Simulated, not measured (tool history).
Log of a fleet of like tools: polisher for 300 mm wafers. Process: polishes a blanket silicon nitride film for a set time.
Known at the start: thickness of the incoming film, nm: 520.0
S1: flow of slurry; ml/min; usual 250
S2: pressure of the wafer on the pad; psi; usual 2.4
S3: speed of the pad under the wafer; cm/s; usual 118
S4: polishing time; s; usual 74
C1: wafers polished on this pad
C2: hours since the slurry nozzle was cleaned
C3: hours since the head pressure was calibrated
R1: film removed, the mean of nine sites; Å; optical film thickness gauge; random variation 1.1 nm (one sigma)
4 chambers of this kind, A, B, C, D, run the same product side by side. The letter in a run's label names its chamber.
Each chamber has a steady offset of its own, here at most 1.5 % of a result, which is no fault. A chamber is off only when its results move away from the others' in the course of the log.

| run | hour | S1 | S2 | S3 | S4 | C1 | C2 | C3 | R1 |
|---|---|---|---|---|---|---|---|---|---|
| 1C | 5.2 | 250 | 2.4 | 118 | 74 | 1126 | 590.4 | 719.5 | 1180.30 |
| 2D | 10.8 | 250 | 2.4 | 118 | 74 | 530 | 45.0 | 603.9 | 1218.80 |
| 3A | 17.2 | 250 | 2.4 | 118 | 74 | 326 | 155.7 | 367.2 | 1210.80 |
| 4B | 23.4 | 250 | 2.4 | 118 | 74 | 409 | 348.3 | 102.9 | 1206.30 |
| 5D | 27.7 | 250 | 2.4 | 118 | 74 | 742 | 61.9 | 620.8 | 1218.40 |
|  | 33.2 | chamber C: worn pad replaced by a new one |
| 6C | 34.3 | 210 | 2.4 | 96 | 74 | 14 | 619.5 | 748.6 | 966.45 |
| 7A | 38.1 | 210 | 2.4 | 96 | 74 | 588 | 176.6 | 388.1 | 1005.00 |
| 8B | 44.0 | 210 | 2.4 | 96 | 74 | 667 | 368.9 | 123.5 | 999.82 |
| 9B | 50.7 | 210 | 2.4 | 96 | 74 | 751 | 375.6 | 130.2 | 999.10 |
| 10D | 56.3 | 250 | 2.4 | 118 | 74 | 1100 | 90.5 | 649.4 | 1213.60 |
| 11C | 60.4 | 250 | 2.4 | 118 | 74 | 341 | 645.6 | 774.7 | 1195.00 |
|  | 61.4 | chamber B: worn pad replaced by a new one |
| 12A | 64.2 | 250 | 2.4 | 118 | 74 | 915 | 202.7 | 414.2 | 1190.60 |
|  | 66.2 | chamber A: worn pad replaced by a new one |
| 13D | 67.5 | 195 | 2.4 | 130 | 74 | 1240 | 101.7 | 660.6 | 1275.30 |
|  | 67.9 | chamber D: worn pad replaced by a new one |
| 14C | 74.1 | 195 | 2.4 | 130 | 74 | 512 | 659.3 | 788.4 | 1275.30 |
| 15B | 79.6 | 195 | 2.4 | 130 | 74 | 228 | 404.5 | 159.1 | 1278.10 |
| 16A | 84.3 | 195 | 2.4 | 130 | 74 | 227 | 222.8 | 434.3 | 1259.40 |
| 17B | 89.6 | 250 | 1.8 | 118 | 74 | 353 | 414.5 | 169.1 | 913.10 |
| 18A | 93.5 | 250 | 1.8 | 118 | 74 | 342 | 232.0 | 443.5 | 901.99 |
| 19C | 98.6 | 250 | 1.8 | 118 | 74 | 819 | 683.8 | 812.9 | 889.01 |
| 20D | 102.7 | 250 | 1.8 | 118 | 74 | 436 | 136.9 | 695.8 | 900.26 |
| 21A | 107.1 | 300 | 2.4 | 118 | 74 | 512 | 245.6 | 457.1 | 1239.40 |
|  | 112.1 | chamber C: head pressure recalibrated |
| 22C | 113.6 | 300 | 2.4 | 118 | 74 | 1007 | 698.8 | 1.5 | 1096.50 |
| 23D | 120.2 | 300 | 2.4 | 118 | 74 | 655 | 154.4 | 713.3 | 1253.40 |
| 24B | 123.3 | 300 | 2.4 | 118 | 74 | 775 | 448.2 | 202.8 | 1209.00 |
| 25D | 126.2 | 250 | 2.4 | 118 | 74 | 730 | 160.4 | 719.3 | 1220.70 |
|  | 128.2 | chamber B: worn pad replaced by a new one |
| 26A | 130.3 | 250 | 2.4 | 118 | 74 | 803 | 268.8 | 480.3 | 1203.30 |
|  | 131.7 | chamber C: worn pad replaced by a new one |
| 27B | 134.2 | 250 | 2.4 | 118 | 74 | 75 | 459.1 | 213.7 | 1217.40 |
| 28C | 137.1 | 250 | 2.4 | 118 | 74 | 68 | 722.3 | 25.0 | 1078.70 |
|  | 142.0 | chamber A: worn pad replaced by a new one |
| 29C | 143.4 | 250 | 2.4 | 118 | 74 | 147 | 728.6 | 31.3 | 1092.60 |
| 30B | 149.6 | 250 | 2.4 | 158 | 61 | 268 | 474.5 | 229.1 | 1275.50 |
| 31A | 153.0 | 250 | 2.4 | 158 | 61 | 138 | 291.5 | 503.0 | 1240.50 |
| 32D | 158.8 | 250 | 2.4 | 158 | 61 | 1139 | 193.0 | 751.9 | 1248.70 |
| 33C | 164.0 | 250 | 2.4 | 158 | 61 | 405 | 749.2 | 51.9 | 1116.50 |
| 34B | 169.4 | 250 | 2.4 | 118 | 74 | 516 | 494.3 | 248.9 | 1213.10 |
| 35A | 172.9 | 335 | 2.8 | 118 | 74 | 387 | 311.4 | 522.9 | 1420.90 |
| 36D | 179.5 | 335 | 2.8 | 118 | 74 | 1398 | 213.7 | 772.6 | 1482.50 |
| 37A | 183.9 | 335 | 2.8 | 118 | 74 | 525 | 322.4 | 533.9 | 1435.70 |
| 38C | 189.5 | 335 | 2.8 | 118 | 74 | 724 | 774.7 | 77.4 | 1287.50 |
|  | 189.7 | chamber D: worn pad replaced by a new one |
| 39D | 193.5 | 250 | 2.4 | 118 | 74 | 48 | 227.7 | 786.6 | 1223.90 |

Next, every chamber runs the same settings. What will each give?
| 40A | 198.3 | 165 | 2.4 | 118 | 74 |  |  |  | ? |
| 40B | 198.3 | 165 | 2.4 | 118 | 74 |  |  |  | ? |
| 40C | 198.3 | 165 | 2.4 | 118 | 74 |  |  |  | ? |
| 40D | 198.3 | 165 | 2.4 | 118 | 74 |  |  |  | ? |

| run | R1 |
|---|---|
| 40A | 1144.30 |
| 40B | 1133.30 |
| 40C | 1018.20 |
| 40D | 1157.60 |
